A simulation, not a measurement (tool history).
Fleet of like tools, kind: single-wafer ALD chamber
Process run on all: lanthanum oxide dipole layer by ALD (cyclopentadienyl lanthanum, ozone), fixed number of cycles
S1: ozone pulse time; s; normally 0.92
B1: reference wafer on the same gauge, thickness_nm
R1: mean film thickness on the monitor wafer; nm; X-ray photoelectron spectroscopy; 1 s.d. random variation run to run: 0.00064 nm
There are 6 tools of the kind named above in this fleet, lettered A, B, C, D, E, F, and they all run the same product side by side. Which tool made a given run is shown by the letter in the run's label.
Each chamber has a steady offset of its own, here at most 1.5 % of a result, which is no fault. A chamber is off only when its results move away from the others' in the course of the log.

Run 1A, day 0.25: usual settings; B1 0.56893. Result: R1 0.4875 nm.
Run 2B, day 0.712: usual settings; B1 0.56903. Result: R1 0.48698 nm.
Run 3C, day 0.971: usual settings; B1 0.56895. Result: R1 0.49172 nm.
Run 4F, day 1.433: usual settings; B1 0.56922. Result: R1 0.48266 nm.
Run 5E, day 1.712: usual settings but S1 0.58 s; B1 0.56937. Result: R1 0.39244 nm.
Run 6D, day 2.258: usual settings but S1 0.58 s; B1 0.56953. Result: R1 0.39331 nm.
Run 7E, day 2.767: usual settings but S1 0.58 s; B1 0.5697. Result: R1 0.3933 nm.
Run 8D, day 3.025: usual settings but S1 0.58 s; B1 0.56977. Result: R1 0.39432 nm.
Run 9F, day 3.308: usual settings but S1 0.58 s; B1 0.56978. Result: R1 0.39419 nm.
Run 10A, day 3.679: usual settings but S1 0.58 s; B1 0.56981. Result: R1 0.39907 nm.
At day 3.8: chamber E: ozone generator serviced.
At day 3.879: chamber C: ozone generator serviced.
Run 11C, day 4.129: usual settings; B1 0.56975. Result: R1 0.49207 nm.
Run 12B, day 4.612: usual settings; B1 0.56982. Result: R1 0.48769 nm.
At day 4.875: chamber A: ozone generator serviced.
Run 13A, day 5.092: usual settings but S1 0.71 s; B1 0.56988. Result: R1 0.43928 nm.
Run 14C, day 5.604: usual settings but S1 0.71 s; B1 0.57018. Result: R1 0.4443 nm.
At day 5.708: chamber C: thermocouple changed; heater temperature recalibrated.
Run 15D, day 6.104: usual settings but S1 0.71 s; B1 0.57022. Result: R1 0.43681 nm.
Run 16E, day 6.55: usual settings but S1 0.71 s; B1 0.57016. Result: R1 0.4368 nm.
Run 17B, day 6.821: usual settings but S1 0.71 s; B1 0.57026. Result: R1 0.43831 nm.
Run 18F, day 7.192: usual settings but S1 0.71 s; B1 0.57053. Result: R1 0.43663 nm.
Run 19F, day 7.638: usual settings; B1 0.57068. Result: R1 0.48547 nm.
At day 8.025: chamber E: thermocouple changed; heater temperature recalibrated.
Run 20A, day 8.046: usual settings; B1 0.57061. Result: R1 0.48908 nm.
Run 21C, day 8.538: usual settings; B1 0.57067. Result: R1 0.49279 nm.
Run 22E, day 8.975: usual settings; B1 0.57098. Result: R1 0.48783 nm.
Run 23B, day 9.433: usual settings; B1 0.57098. Result: R1 0.48861 nm.
Run 24D, day 10.004: usual settings but S1 0.62 s; B1 0.57104. Result: R1 0.40948 nm.
Run 25A, day 10.442: usual settings but S1 0.62 s; B1 0.571. Result: R1 0.41328 nm.
Run 26D, day 11.008: usual settings but S1 0.62 s; B1 0.57115. Result: R1 0.41014 nm.
Run 27F, day 11.496: usual settings but S1 0.62 s; B1 0.57114. Result: R1 0.40817 nm.
Run 28C, day 12.038: usual settings but S1 0.62 s; B1 0.57128. Result: R1 0.41598 nm.
Run 29B, day 12.412: usual settings but S1 0.62 s; B1 0.57147. Result: R1 0.4125 nm.
Run 30E, day 12.775: usual settings; B1 0.57133. Result: R1 0.48785 nm.
Run 31F, day 13.071: usual settings; B1 0.57167. Result: R1 0.48696 nm.
Run 32E, day 13.625: usual settings; B1 0.57171. Result: R1 0.48865 nm.
Run 33D, day 13.946: usual settings; B1 0.57163. Result: R1 0.48408 nm.
Run 34B, day 14.292: usual settings; B1 0.57179. Result: R1 0.4886 nm.
Run 35A, day 14.812: usual settings but S1 0.62 s; B1 0.572. Result: R1 0.41458 nm.
Run 36C, day 15.217: usual settings but S1 0.62 s; B1 0.57186. Result: R1 0.41732 nm.

Read the log: is a single chamber off, either drifting away or since a service, is the gauge that measures every chamber drifting, or is nothing wrong beyond small per-chamber offsets? Name any odd chamber and what most likely caused it.

Every chamber seems to shift together because the gauge that measures them all drifts; the chambers themselves are fine.
Cause: gauge reads high (%) = 0.541.
